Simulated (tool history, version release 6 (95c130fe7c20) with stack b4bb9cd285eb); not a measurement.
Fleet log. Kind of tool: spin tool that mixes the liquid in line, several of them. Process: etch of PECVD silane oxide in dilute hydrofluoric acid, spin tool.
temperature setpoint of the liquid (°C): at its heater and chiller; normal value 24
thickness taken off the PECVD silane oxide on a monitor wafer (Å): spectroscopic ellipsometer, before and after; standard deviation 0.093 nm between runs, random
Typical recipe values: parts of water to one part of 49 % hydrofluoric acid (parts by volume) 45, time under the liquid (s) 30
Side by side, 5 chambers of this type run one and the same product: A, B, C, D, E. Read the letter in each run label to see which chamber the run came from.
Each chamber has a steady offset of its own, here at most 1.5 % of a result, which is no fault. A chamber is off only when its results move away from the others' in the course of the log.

run,hour,temperature setpoint of the liquid (°C),parts of water to one part of 49 % hydrofluoric acid (parts by volume),time under the liquid (s),hours since the thermometer was replaced,hours since the hydrofluoric acid flow meter was replaced,"read-back film thickness of the PECVD silane oxide reference wafer, read on the same gauge (nm)",thickness taken off the PECVD silane oxide on a monitor wafer (Å)
1E,10.1,24,45,30,1903.5,667.8,119.98,107.57
2A,22.6,24,45,30,2322.5,1174.1,120,107.98
3B,33.5,24,45,30,36.5,138.2,120,106.96
4D,40.6,24,45,30,1038,293.7,120.01,108.25
5C,51.2,24,45,30,341.9,844.4,120.01,108.48
6D,63.4,24,45,30,1060.8,316.5,119.99,107.61
7A,72.2,24,45,30,2372.1,1223.7,119.99,105.88
8C,83.3,24,45,30,374,876.5,119.99,107.41
9B,97.8,24,45,30,100.8,202.5,119.99,107.88
10E,109.5,24,45,30,2002.9,767.2,119.99,104.59
11E,118.1,24,45,30,2011.5,775.8,120.01,107.14
12C,132.8,24,45,30,423.5,926,119.99,109.36
13B,148.1,24,45,30,151.1,252.8,120.03,106.58
14D,155.1,22,45,35,1152.5,408.2,119.98,114.01
15A,167.6,22,45,35,2467.5,1319.1,120,114.99
16B,177.3,22,45,35,180.3,282,120,112.97
17C,186.8,22,45,35,477.5,980,120.02,117.41
18E,201.3,22,45,35,2094.7,859,119.99,113.69
19D,215.4,22.5,45,40,1212.8,468.5,120,133.83
20A,228.3,22.5,45,40,2528.2,1379.8,119.97,134.53
21B,241.8,22.5,45,40,244.8,346.5,120.02,134.85
22A,252.4,22.5,45,40,2552.3,1403.9,120.01,135.46
23D,259.3,22.5,45,40,1256.7,512.4,120,133.75
24C,273.8,24,45,30,564.5,1067,120,109.2
25E,287.1,24,45,30,2180.5,944.8,119.99,108.08
26C,296.9,24,45,30,587.6,1090.1,119.99,108.35
# hour 301.4: chamber A: thermometer replaced
27A,308.7,29,35,30,7.4,1460.2,119.98,171.4
28E,323.2,29,35,30,2216.6,980.9,120.02,170.09
29B,332.5,29,35,30,335.5,437.2,120,173.16
30D,340.6,29,35,30,1338,593.7,120,171.43
31A,349.6,29,35,30,48.3,1501.1,119.99,171.92
32D,363.9,24,45,30,1361.3,617,119.97,106.26
33E,379.3,24,45,30,2272.7,1037,119.98,108.74
34B,390.4,24,45,30,393.4,495.1,119.99,106.45
35C,405.5,21.5,45,15,696.2,1198.7,119.99,49.179
36C,412.9,21.5,45,15,703.6,1206.1,119.99,48.689
37D,428.8,21.5,45,15,1426.2,681.9,120,48.034

Has any chamber moved away from the others, gradually or after a service, or does the common gauge drift, or do the chambers differ only by their own small steady offsets? State the chamber and the most likely cause if one applies.

No chamber stands off beyond its own small offset, and the gauge holds steady.
